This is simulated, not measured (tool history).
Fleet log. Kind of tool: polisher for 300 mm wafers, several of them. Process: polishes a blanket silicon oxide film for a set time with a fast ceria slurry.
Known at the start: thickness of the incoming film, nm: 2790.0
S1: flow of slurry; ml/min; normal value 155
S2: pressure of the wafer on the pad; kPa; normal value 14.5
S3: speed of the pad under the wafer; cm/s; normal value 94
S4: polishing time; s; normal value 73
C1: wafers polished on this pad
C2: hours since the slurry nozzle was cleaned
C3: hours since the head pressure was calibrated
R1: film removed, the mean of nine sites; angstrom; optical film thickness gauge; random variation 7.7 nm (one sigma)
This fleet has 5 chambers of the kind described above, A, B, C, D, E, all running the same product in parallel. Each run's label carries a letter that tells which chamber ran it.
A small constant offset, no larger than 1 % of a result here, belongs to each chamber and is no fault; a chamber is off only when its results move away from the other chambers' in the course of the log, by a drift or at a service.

run,hour,S1,S2,S3,S4,C1,C2,C3,R1
1D,10.2,155,14.5,94,73,346,110.3,642.1,7846.2
2C,19.8,155,14.5,94,73,733,263.7,1043.6,7957.1
# hour 30: chamber C: worn pad replaced by a new one
3A,30,155,14.5,94,73,481,130.8,566.7,7832
4E,39,155,14.5,94,73,1025,342.5,1221.1,7933.1
5B,45.4,155,14.5,94,73,585,427,196.6,7892.7
6E,53.3,155,14.5,94,73,1153,356.8,1235.4,7911.3
7A,66.8,155,14.5,94,73,809,167.6,603.5,7850.4
8B,80.2,155,14.5,94,73,896,461.8,231.4,7860.1
# hour 85.1: chamber E: head pressure recalibrated
# hour 87: chamber A: worn pad replaced by a new one
9D,88.6,155,14.5,94,73,1046,188.7,720.5,7829.9
# hour 92: chamber E: slurry nozzle cleaned
10C,94.7,205,14.5,94,73,578,338.6,1118.5,8114.2
# hour 97.1: chamber E: worn pad replaced by a new one
11B,105.3,205,14.5,94,73,1120,486.9,256.5,8253.7
12C,118.5,205,14.5,94,73,790,362.4,1142.3,8071.4
# hour 123.5: chamber B: worn pad replaced by a new one
13E,129.4,205,14.5,94,73,289,37.5,44.3,8238.1
# hour 130.8: chamber C: worn pad replaced by a new one
# hour 131.6: chamber B: head pressure recalibrated
14D,141.9,205,14.5,94,73,1522,242,773.8,8104.8
15A,148.7,155,14.5,94,73,551,249.5,685.4,7901.9
# hour 154.8: chamber D: worn pad replaced by a new one
16D,155.8,155,14.5,94,62,9,255.9,787.7,6602.1
17C,167.3,155,14.5,94,62,326,411.2,1191.1,6669
18E,180.2,155,14.5,94,62,742,88.3,95.1,6661.3
19B,191.9,155,14.5,94,62,611,573.5,60.4,6773.3
# hour 201.9: chamber A: worn pad replaced by a new one
20A,202.8,155,14.5,94,62,8,303.6,739.5,6552.7
21D,212.6,155,14.5,94,73,516,312.7,844.5,7717.9
# hour 223.4: chamber C: worn pad replaced by a new one
22C,225.1,155,14.5,94,73,15,469,1248.9,7840.1
23B,234.7,155,14.5,94,73,993,616.3,103.2,7840
24A,245.8,155,14.5,94,73,392,346.6,782.5,7976.8
# hour 245.9: chamber C: head pressure recalibrated
# hour 248.7: chamber E: worn pad replaced by a new one
# hour 256.5: chamber B: worn pad replaced by a new one
25E,257.6,175,14.5,94,53,79,165.7,172.5,5819.2
26D,269.5,175,14.5,94,53,1024,369.6,901.4,5828.4
27C,282.1,175,14.5,94,53,524,526,36.3,5715.8
28B,295,175,14.5,94,53,344,676.6,163.5,5792.5
29A,306.5,175,14.5,94,53,934,407.3,843.2,5885.3
30E,313.3,155,14.5,94,73,577,221.4,228.2,7946.8

The same settings go to every chamber for the next run, one line per chamber below. Forecast the results for each:
31A,323,155,14.5,94,73,,,,?
31B,323,155,14.5,94,73,,,,?
31C,323,155,14.5,94,73,,,,?
31D,323,155,14.5,94,73,,,,?
31E,323,155,14.5,94,73,,,,?

run,R1
31A,7866.9
31B,7778.5
31C,7816.7
31D,7843
31E,7874.2
